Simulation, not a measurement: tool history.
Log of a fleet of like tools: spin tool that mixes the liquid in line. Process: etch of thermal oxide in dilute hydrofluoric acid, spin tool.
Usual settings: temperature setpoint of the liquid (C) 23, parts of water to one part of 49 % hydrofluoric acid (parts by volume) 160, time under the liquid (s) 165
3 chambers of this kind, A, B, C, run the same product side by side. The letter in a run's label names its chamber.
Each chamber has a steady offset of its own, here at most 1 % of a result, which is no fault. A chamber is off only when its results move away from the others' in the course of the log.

run   hour  temperature setpoint of the liquid (C)  parts of water to one part of 49 % hydrofluoric acid (parts by volume)  time under the liquid (s)  hours since the thermometer was replaced  hours since the hydrofluoric acid flow meter was replaced  read-back film thickness of the thermal oxide reference wafer, read on the same gauge (nm)  thickness taken off the thermal oxide on a monitor wafer (Å)
 1B   10.7                                      23                                                                     160                        165                                     709.4                                                     1053.9                                                                                      119.99                                                        41.845
 2C   22.1                                      23                                                                     160                        165                                     197.5                                                        732                                                                                         120                                                        42.719
      27.2  -- chamber A: hydrofluoric acid flow meter replaced
 3A   31.1                                      23                                                                     160                        165                                    2493.4                                                          4                                                                                      119.99                                                        42.347
 4A   43.1                                      23                                                                     160                        165                                    2505.4                                                         16                                                                                      120.02                                                        42.387
 5B   51.7                                      23                                                                     160                        165                                     750.4                                                     1094.9                                                                                      120.01                                                         42.41
 6C     66                                      23                                                                     160                        165                                     241.4                                                      775.9                                                                                      120.01                                                        42.939
 7A   76.4                                      23                                                                     130                        165                                    2538.7                                                       49.3                                                                                      120.03                                                        54.002
 8B   91.1                                      23                                                                     130                        165                                     789.8                                                     1134.3                                                                                      119.99                                                        54.332
 9C   98.8                                      23                                                                     130                        165                                     274.2                                                      808.7                                                                                         120                                                            54
10C  109.8                                      23                                                                     160                        165                                     285.2                                                      819.7                                                                                      120.03                                                        42.706
     111.5  -- chamber A: thermometer replaced
11A  124.3                                      23                                                                     160                        165                                      12.9                                                       97.2                                                                                      119.99                                                        42.996
12B  134.4                                    27.5                                                                     160                        205                                     833.1                                                     1177.6                                                                                      119.99                                                        62.334
13B  149.3                                    27.5                                                                     160                        205                                       848                                                     1192.5                                                                                      119.98                                                        62.148
14C  157.3                                    27.5                                                                     160                        205                                     332.7                                                      867.2                                                                                      119.98                                                        63.259
15A  169.1                                      23                                                                     160                        165                                      57.7                                                        142                                                                                      119.98                                                        42.353
16C  184.2                                      23                                                                     160                        195                                     359.6                                                      894.1                                                                                         120                                                        49.978
17A  191.8                                      23                                                                     160                        195                                      80.4                                                      164.7                                                                                      119.99                                                        49.883
18B  199.1                                      23                                                                     160                        195                                     897.8                                                     1242.3                                                                                         120                                                        49.973
19A  212.6                                    20.5                                                                     190                        165                                     101.2                                                      185.5                                                                                         120                                                        30.957
20C  225.1                                    20.5                                                                     190                        165                                     400.5                                                        935                                                                                         120                                                        30.968
21B  237.2                                    20.5                                                                     190                        165                                     935.9                                                     1280.4                                                                                      120.01                                                        30.978
22A    244                                      23                                                                     160                        165                                     132.6                                                      216.9                                                                                      119.98                                                        42.234
23C  258.4                                    27.5                                                                     160                        250                                     433.8                                                      968.3                                                                                      120.01                                                        75.164
24B  268.3                                    27.5                                                                     160                        250                                       967                                                     1311.5                                                                                      119.99                                                        76.331
25C    281                                    27.5                                                                     160                        250                                     456.4                                                      990.9                                                                                      120.01                                                        74.267
26A  293.2                                      23                                                                     160                        165                                     181.8                                                      266.1                                                                                      120.02                                                        42.862
27B  303.7                                      23                                                                     205                        165                                    1002.4                                                     1346.9                                                                                      119.99                                                        31.345
28A  317.1                                      23                                                                     205                        165                                     205.7                                                        290                                                                                      120.01                                                        31.407
29B  331.6                                      23                                                                     205                        165                                    1030.3                                                     1374.8                                                                                      120.01                                                        31.168
30C  341.7                                      23                                                                     160                        165                                     517.1                                                     1051.6                                                                                      119.99                                                        41.561
31B  353.5                                      23                                                                     160                        165                                    1052.2                                                     1396.7                                                                                      119.98                                                        42.738
32A  364.1                                    24.5                                                                     160                        165                                     252.7                                                        337                                                                                         120                                                        44.925
33C  372.8                                    24.5                                                                     160                        165                                     548.2                                                     1082.7                                                                                      119.99                                                        42.922
34C    386                                    24.5                                                                     160                        165                                     561.4                                                     1095.9                                                                                      119.99                                                        42.798
35B  395.5                                      23                                                                     160                        165                                    1094.2                                                     1438.7                                                                                         120                                                        42.361
36A  407.2                                      23                                                                     160                        165                                     295.8                                                      380.1                                                                                      120.03                                                        42.249
37A  414.6                                      23                                                                     160                        165                                     303.2                                                      387.5                                                                                      119.99                                                        42.381
38C  427.2                                      23                                                                     160                        165                                     602.6                                                     1137.1                                                                                         120                                                        39.911
39B  440.9                                      23                                                                     160                        165                                    1139.6                                                     1484.1                                                                                      119.98                                                        42.056
40B    455                                      23                                                                     160                        165                                    1153.7                                                     1498.2                                                                                      120.01                                                        41.609
41A  469.1                                      23                                                                     160                        165                                     357.7                                                        442                                                                                         120                                                        41.976
42C  480.8                                      23                                                                     105                        195                                     656.2                                                     1190.7                                                                                         120                                                        75.455
43B  488.7                                      23                                                                     105                        195                                    1187.4                                                     1531.9                                                                                         120                                                        81.846
44C    496                                      23                                                                     105                        195                                     671.4                                                     1205.9                                                                                      120.02                                                        75.224

Is one chamber off against the others, does the gauge drift, or is nothing wrong? If a chamber is off, say which, and what the likeliest cause is.

Chamber C drifts away from the others.
Cause: liquid colder than its thermometer reads (K) = 2.1.
The log may not tell that from: hydrofluoric acid flow below the setpoint (%).

Here are 4 candidates for chamber C's next run, each the usual settings with a change, their results left as question marks. Which one brings its results back in line with what the others give on the usual settings?
In line means no further than this from the other chambers' mean on the usual settings: thickness taken off the thermal oxide on a monitor wafer (Å) 1.1
45C-1  506.9                                      23                                                                     165                        160                                                                                                                                                                                                                                                              ?
45C-2  506.9                                      23                                                                     170                        155                                                                                                                                                                                                                                                              ?
45C-3  506.9                                      23                                                                     155                        170                                                                                                                                                                                                                                                              ?
45C-4  506.9                                      23                                                                     160                        190                                                                                                                                                                                                                                                              ?

The other chambers' mean on the usual settings: thickness taken off the thermal oxide on a monitor wafer (Å) 42.285
  run  thickness taken off the thermal oxide on a monitor wafer (Å)
45C-1                                                        36.988
45C-2                                                        34.611
45C-3                                                        42.237
45C-4                                                        45.511
45C-3 brings the chamber back in line.
